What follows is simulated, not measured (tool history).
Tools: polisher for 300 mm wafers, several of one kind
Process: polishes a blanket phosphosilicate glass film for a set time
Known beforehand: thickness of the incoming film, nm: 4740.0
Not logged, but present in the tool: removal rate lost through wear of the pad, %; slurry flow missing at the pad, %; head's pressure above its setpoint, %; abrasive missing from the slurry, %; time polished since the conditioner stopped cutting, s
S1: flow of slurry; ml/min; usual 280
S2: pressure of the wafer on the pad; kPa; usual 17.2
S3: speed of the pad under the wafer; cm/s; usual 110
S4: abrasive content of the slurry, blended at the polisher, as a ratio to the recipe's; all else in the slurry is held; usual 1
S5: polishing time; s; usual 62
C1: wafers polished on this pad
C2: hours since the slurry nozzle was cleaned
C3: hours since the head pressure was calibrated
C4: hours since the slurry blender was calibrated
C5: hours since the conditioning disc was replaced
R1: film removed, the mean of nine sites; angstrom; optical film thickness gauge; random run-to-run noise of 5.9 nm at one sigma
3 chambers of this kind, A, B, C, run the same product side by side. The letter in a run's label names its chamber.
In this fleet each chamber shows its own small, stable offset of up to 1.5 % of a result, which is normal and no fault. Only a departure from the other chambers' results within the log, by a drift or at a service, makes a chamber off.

run,hour,S1,S2,S3,S4,S5,C1,C2,C3,C4,C5,R1
# hour 3.8: chamber B: conditioning disc replaced and pad reconditioned
# hour 8.2: chamber A: worn pad replaced by a new one
1B,11.6,280,17.2,110,1,62,424,33.8,105.7,28.9,7.9,4548.4
# hour 12.2: chamber C: slurry blender recalibrated
2C,22.6,280,17.2,110,1,62,673,106.4,376.5,10.4,139.9,4639.8
3A,29.4,280,17.2,110,1,62,256,341.8,960.6,327.0,37.6,4654.3
4C,38.3,280,17.2,110,1,62,863,122.1,392.2,26.1,155.6,4496.7
5B,45.3,280,17.2,110,1,62,831,67.5,139.4,62.6,41.6,4644.6
6A,51.7,280,17.2,110,1,62,525,364.1,982.9,349.3,59.9,4670.6
# hour 54.7: chamber C: worn pad replaced by a new one
# hour 58.3: chamber A: head pressure recalibrated
# hour 62.2: chamber B: worn pad replaced by a new one
7A,63.9,280,17.2,110,1,62,673,376.3,5.7,361.5,72.1,4595.8
8C,76.2,280,22.8,110,1,79,260,160.0,430.1,64.0,193.5,7640.7
# hour 81.4: chamber A: slurry blender recalibrated
9B,88.0,280,22.8,110,1,79,312,110.2,182.1,105.3,84.3,7765.1
10B,96.6,280,22.8,110,1,79,416,118.8,190.7,113.9,92.9,7697.6
# hour 98.4: chamber A: slurry nozzle cleaned
11C,103.6,280,17.2,110,1,62,591,187.4,457.5,91.4,220.9,4586.4
12A,111.1,280,17.2,110,1,62,1243,12.8,52.9,29.8,119.3,4667.3
# hour 117.6: chamber A: worn pad replaced by a new one
13C,122.1,280,17.2,110,1,62,814,205.9,476.0,109.9,239.4,4588.7
14B,132.7,280,17.2,110,1,62,852,154.9,226.8,150.0,129.0,4660.8
# hour 142.3: chamber B: worn pad replaced by a new one
# hour 143.9: chamber C: worn pad replaced by a new one
15A,146.5,280,17.2,110,1,62,349,48.2,88.3,65.2,154.7,4674.9
16C,155.2,280,17.2,110,1,62,137,239.0,509.1,143.0,272.5,4682.3
# hour 157.1: chamber B: slurry blender recalibrated
# hour 163.0: chamber C: conditioning disc replaced and pad reconditioned
17B,163.5,280,17.2,110,1,62,257,185.7,257.6,6.4,159.8,4566.7
18A,171.2,280,17.2,110,1,62,647,72.9,113.0,89.9,179.4,4622.6
19B,183.3,280,17.2,110,1,62,496,205.5,277.4,26.2,179.6,4640.2
20C,189.6,280,17.2,110,1,62,552,273.4,543.5,177.4,26.6,4610.5
21A,201.4,280,17.2,110,1,62,1012,103.1,143.2,120.1,209.6,4557.1
22A,212.9,280,17.2,110,1,62,1151,114.6,154.7,131.6,221.1,4573.9
# hour 220.8: chamber C: worn pad replaced by a new one
23B,221.6,280,17.2,110,1,62,959,243.8,315.7,64.5,217.9,4618.0
24C,232.9,280,17.2,110,1,62,147,316.7,586.8,220.7,69.9,4654.7
# hour 236.8: chamber A: worn pad replaced by a new one
# hour 244.7: chamber B: worn pad replaced by a new one
# hour 246.6: chamber B: conditioning disc replaced and pad reconditioned
25B,246.9,280,17.2,110,1,62,27,269.1,341.0,89.8,0.4,4586.7
26C,253.1,280,17.2,110,1,62,391,336.9,607.0,240.9,90.1,4581.8
27A,262.4,280,17.2,110,1,62,310,164.1,204.2,181.1,270.6,4573.8
28B,270.2,280,17.2,110,1,62,308,292.4,364.3,113.1,23.7,4530.4

Decide between three cases: one chamber stands off from its peers, the gauge reading all wafers drifts, or nothing is wrong past each chamber's small offset. Where a chamber is off, say which and what most likely put it there.

No chamber is off and the gauge is stable; the differences are just each chamber's small, constant offset.
